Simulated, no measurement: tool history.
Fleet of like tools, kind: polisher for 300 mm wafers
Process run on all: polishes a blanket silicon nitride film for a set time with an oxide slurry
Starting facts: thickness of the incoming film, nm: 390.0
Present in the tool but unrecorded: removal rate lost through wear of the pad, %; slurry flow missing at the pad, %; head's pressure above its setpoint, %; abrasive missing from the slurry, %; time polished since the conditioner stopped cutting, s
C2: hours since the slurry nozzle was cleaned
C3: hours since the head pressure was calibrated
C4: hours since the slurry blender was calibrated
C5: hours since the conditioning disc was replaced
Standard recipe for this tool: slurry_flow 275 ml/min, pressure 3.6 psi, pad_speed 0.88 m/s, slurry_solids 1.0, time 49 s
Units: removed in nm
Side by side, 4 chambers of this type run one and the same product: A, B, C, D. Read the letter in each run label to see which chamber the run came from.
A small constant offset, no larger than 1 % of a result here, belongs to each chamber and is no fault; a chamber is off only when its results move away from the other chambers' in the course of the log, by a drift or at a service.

{"day": 0.192, "done": "chamber B: slurry nozzle cleaned"}
{"run": "1C", "day": 0.271, "slurry_flow": 275, "pressure": 3.6, "pad_speed": 0.88, "slurry_solids": 1.0, "time": 49, "wafers polished on this pad": 753, "C2": 160.0, "C3": 291.8, "C4": 126.3, "C5": 128.2, "removed": 23.533}
{"run": "2A", "day": 0.442, "slurry_flow": 275, "pressure": 3.6, "pad_speed": 0.88, "slurry_solids": 1.0, "time": 49, "wafers polished on this pad": 286, "C2": 111.6, "C3": 620.5, "C4": 350.1, "C5": 332.8, "removed": 23.439}
{"run": "3D", "day": 0.658, "slurry_flow": 275, "pressure": 3.6, "pad_speed": 0.88, "slurry_solids": 1.0, "time": 49, "wafers polished on this pad": 583, "C2": 180.1, "C3": 370.4, "C4": 142.8, "C5": 172.7, "removed": 23.215}
{"day": 0.762, "done": "chamber D: head pressure recalibrated"}
{"run": "4B", "day": 0.917, "slurry_flow": 275, "pressure": 3.6, "pad_speed": 0.88, "slurry_solids": 1.0, "time": 49, "wafers polished on this pad": 789, "C2": 17.4, "C3": 530.1, "C4": 102.5, "C5": 289.0, "removed": 23.864}
{"day": 0.921, "done": "chamber D: worn pad replaced by a new one"}
{"run": "5D", "day": 1.138, "slurry_flow": 275, "pressure": 3.6, "pad_speed": 0.88, "slurry_solids": 1.0, "time": 49, "wafers polished on this pad": 55, "C2": 191.6, "C3": 9.1, "C4": 154.3, "C5": 184.2, "removed": 23.586}
{"run": "6C", "day": 1.325, "slurry_flow": 275, "pressure": 3.6, "pad_speed": 0.88, "slurry_solids": 1.0, "time": 49, "wafers polished on this pad": 1024, "C2": 185.3, "C3": 317.1, "C4": 151.6, "C5": 153.5, "removed": 23.683}
{"day": 1.483, "done": "chamber C: worn pad replaced by a new one"}
{"run": "7B", "day": 1.558, "slurry_flow": 370, "pressure": 3.6, "pad_speed": 0.88, "slurry_solids": 1.0, "time": 33, "wafers polished on this pad": 954, "C2": 32.8, "C3": 545.5, "C4": 117.9, "C5": 304.4, "removed": 16.649}
{"run": "8A", "day": 1.779, "slurry_flow": 370, "pressure": 3.6, "pad_speed": 0.88, "slurry_solids": 1.0, "time": 33, "wafers polished on this pad": 630, "C2": 143.7, "C3": 652.6, "C4": 382.2, "C5": 364.9, "removed": 16.046}
{"run": "9D", "day": 2.025, "slurry_flow": 370, "pressure": 3.6, "pad_speed": 0.88, "slurry_solids": 1.0, "time": 33, "wafers polished on this pad": 284, "C2": 212.9, "C3": 30.4, "C4": 175.6, "C5": 205.5, "removed": 16.239}
{"run": "10C", "day": 2.196, "slurry_flow": 370, "pressure": 3.6, "pad_speed": 0.88, "slurry_solids": 1.0, "time": 33, "wafers polished on this pad": 183, "C2": 206.2, "C3": 338.0, "C4": 172.5, "C5": 174.4, "removed": 16.362}
{"day": 2.229, "done": "chamber A: worn pad replaced by a new one"}
{"day": 2.25, "done": "chamber D: conditioning disc replaced and pad reconditioned"}
{"day": 2.279, "done": "chamber C: slurry nozzle cleaned"}
{"run": "11A", "day": 2.338, "slurry_flow": 275, "pressure": 3.6, "pad_speed": 0.88, "slurry_solids": 1.0, "time": 49, "wafers polished on this pad": 28, "C2": 157.1, "C3": 666.0, "C4": 395.6, "C5": 378.3, "removed": 23.577}
{"run": "12B", "day": 2.5, "slurry_flow": 275, "pressure": 3.6, "pad_speed": 0.88, "slurry_solids": 1.0, "time": 49, "wafers polished on this pad": 1197, "C2": 55.4, "C3": 568.1, "C4": 140.5, "C5": 327.0, "removed": 24.102}
{"day": 2.596, "done": "chamber A: conditioning disc replaced and pad reconditioned"}
{"day": 2.717, "done": "chamber B: slurry blender recalibrated"}
{"run": "13C", "day": 2.75, "slurry_flow": 275, "pressure": 3.6, "pad_speed": 0.88, "slurry_solids": 1.0, "time": 49, "wafers polished on this pad": 326, "C2": 11.4, "C3": 351.3, "C4": 185.8, "C5": 187.7, "removed": 23.49}
{"day": 2.871, "done": "chamber B: worn pad replaced by a new one"}
{"run": "14D", "day": 2.946, "slurry_flow": 275, "pressure": 3.6, "pad_speed": 0.88, "slurry_solids": 1.0, "time": 49, "wafers polished on this pad": 521, "C2": 235.0, "C3": 52.5, "C4": 197.7, "C5": 16.7, "removed": 23.68}
{"run": "15B", "day": 3.142, "slurry_flow": 275, "pressure": 3.6, "pad_speed": 0.88, "slurry_solids": 1.0, "time": 49, "wafers polished on this pad": 70, "C2": 70.8, "C3": 583.5, "C4": 10.2, "C5": 342.4, "removed": 23.895}
{"run": "16A", "day": 3.408, "slurry_flow": 275, "pressure": 3.6, "pad_speed": 0.88, "slurry_solids": 1.0, "time": 49, "wafers polished on this pad": 303, "C2": 182.8, "C3": 691.7, "C4": 421.3, "C5": 19.5, "removed": 23.374}
{"day": 3.596, "done": "chamber D: worn pad replaced by a new one"}
{"run": "17A", "day": 3.608, "slurry_flow": 275, "pressure": 3.6, "pad_speed": 0.88, "slurry_solids": 1.0, "time": 49, "wafers polished on this pad": 355, "C2": 187.6, "C3": 696.5, "C4": 426.1, "C5": 24.3, "removed": 23.667}
{"run": "18D", "day": 3.788, "slurry_flow": 275, "pressure": 3.6, "pad_speed": 0.88, "slurry_solids": 1.0, "time": 49, "wafers polished on this pad": 49, "C2": 255.2, "C3": 72.7, "C4": 217.9, "C5": 36.9, "removed": 23.336}
{"run": "19C", "day": 3.975, "slurry_flow": 275, "pressure": 3.6, "pad_speed": 0.88, "slurry_solids": 1.0, "time": 49, "wafers polished on this pad": 641, "C2": 40.8, "C3": 380.7, "C4": 215.2, "C5": 217.1, "removed": 23.373}
{"run": "20B", "day": 4.188, "slurry_flow": 275, "pressure": 3.6, "pad_speed": 0.72, "slurry_solids": 1.0, "time": 65, "wafers polished on this pad": 339, "C2": 95.9, "C3": 608.6, "C4": 35.3, "C5": 367.5, "removed": 26.772}
{"run": "21D", "day": 4.446, "slurry_flow": 275, "pressure": 3.6, "pad_speed": 0.72, "slurry_solids": 1.0, "time": 65, "wafers polished on this pad": 219, "C2": 271.0, "C3": 88.5, "C4": 233.7, "C5": 52.7, "removed": 26.229}
{"day": 4.458, "done": "chamber C: slurry blender recalibrated"}
{"run": "22B", "day": 4.646, "slurry_flow": 275, "pressure": 3.6, "pad_speed": 0.72, "slurry_solids": 1.0, "time": 65, "wafers polished on this pad": 457, "C2": 106.9, "C3": 619.6, "C4": 46.3, "C5": 378.5, "removed": 26.652}
{"run": "23C", "day": 4.85, "slurry_flow": 275, "pressure": 3.6, "pad_speed": 0.72, "slurry_solids": 1.0, "time": 65, "wafers polished on this pad": 866, "C2": 61.8, "C3": 401.7, "C4": 9.4, "C5": 238.1, "removed": 26.804}
{"run": "24A", "day": 4.988, "slurry_flow": 275, "pressure": 3.6, "pad_speed": 0.88, "slurry_solids": 1.0, "time": 49, "wafers polished on this pad": 710, "C2": 220.7, "C3": 729.6, "C4": 459.2, "C5": 57.4, "removed": 23.484}
{"run": "25D", "day": 5.242, "slurry_flow": 275, "pressure": 3.6, "pad_speed": 0.88, "slurry_solids": 1.0, "time": 49, "wafers polished on this pad": 423, "C2": 290.1, "C3": 107.6, "C4": 252.8, "C5": 71.8, "removed": 23.156}
{"day": 5.379, "done": "chamber A: worn pad replaced by a new one"}
{"run": "26A", "day": 5.421, "slurry_flow": 275, "pressure": 3.6, "pad_speed": 0.88, "slurry_solids": 1.0, "time": 49, "wafers polished on this pad": 11, "C2": 231.1, "C3": 740.0, "C4": 469.6, "C5": 67.8, "removed": 23.846}
{"day": 5.442, "done": "chamber C: worn pad replaced by a new one"}
{"run": "27C", "day": 5.562, "slurry_flow": 275, "pressure": 3.6, "pad_speed": 0.88, "slurry_solids": 1.0, "time": 49, "wafers polished on this pad": 31, "C2": 78.9, "C3": 418.8, "C4": 26.5, "C5": 255.2, "removed": 23.316}
{"run": "28B", "day": 5.738, "slurry_flow": 275, "pressure": 3.6, "pad_speed": 0.88, "slurry_solids": 1.0, "time": 49, "wafers polished on this pad": 737, "C2": 133.1, "C3": 645.8, "C4": 72.5, "C5": 404.7, "removed": 23.809}
{"run": "29D", "day": 5.946, "slurry_flow": 275, "pressure": 3.6, "pad_speed": 0.88, "slurry_solids": 1.0, "time": 49, "wafers polished on this pad": 605, "C2": 307.0, "C3": 124.5, "C4": 269.7, "C5": 88.7, "removed": 23.226}

For the next run the whole fleet of 4 chambers uses the same settings. Give each chamber's results:
{"run": "30A", "day": 6.138, "slurry_flow": 275, "pressure": 3.6, "pad_speed": 0.88, "slurry_solids": 0.8, "time": 49, "removed": "?"}
{"run": "30B", "day": 6.138, "slurry_flow": 275, "pressure": 3.6, "pad_speed": 0.88, "slurry_solids": 0.8, "time": 49, "removed": "?"}
{"run": "30C", "day": 6.138, "slurry_flow": 275, "pressure": 3.6, "pad_speed": 0.88, "slurry_solids": 0.8, "time": 49, "removed": "?"}
{"run": "30D", "day": 6.138, "slurry_flow": 275, "pressure": 3.6, "pad_speed": 0.88, "slurry_solids": 0.8, "time": 49, "removed": "?"}

run=30A removed=21.189
run=30B removed=21.226
run=30C removed=21.304
run=30D removed=21.105
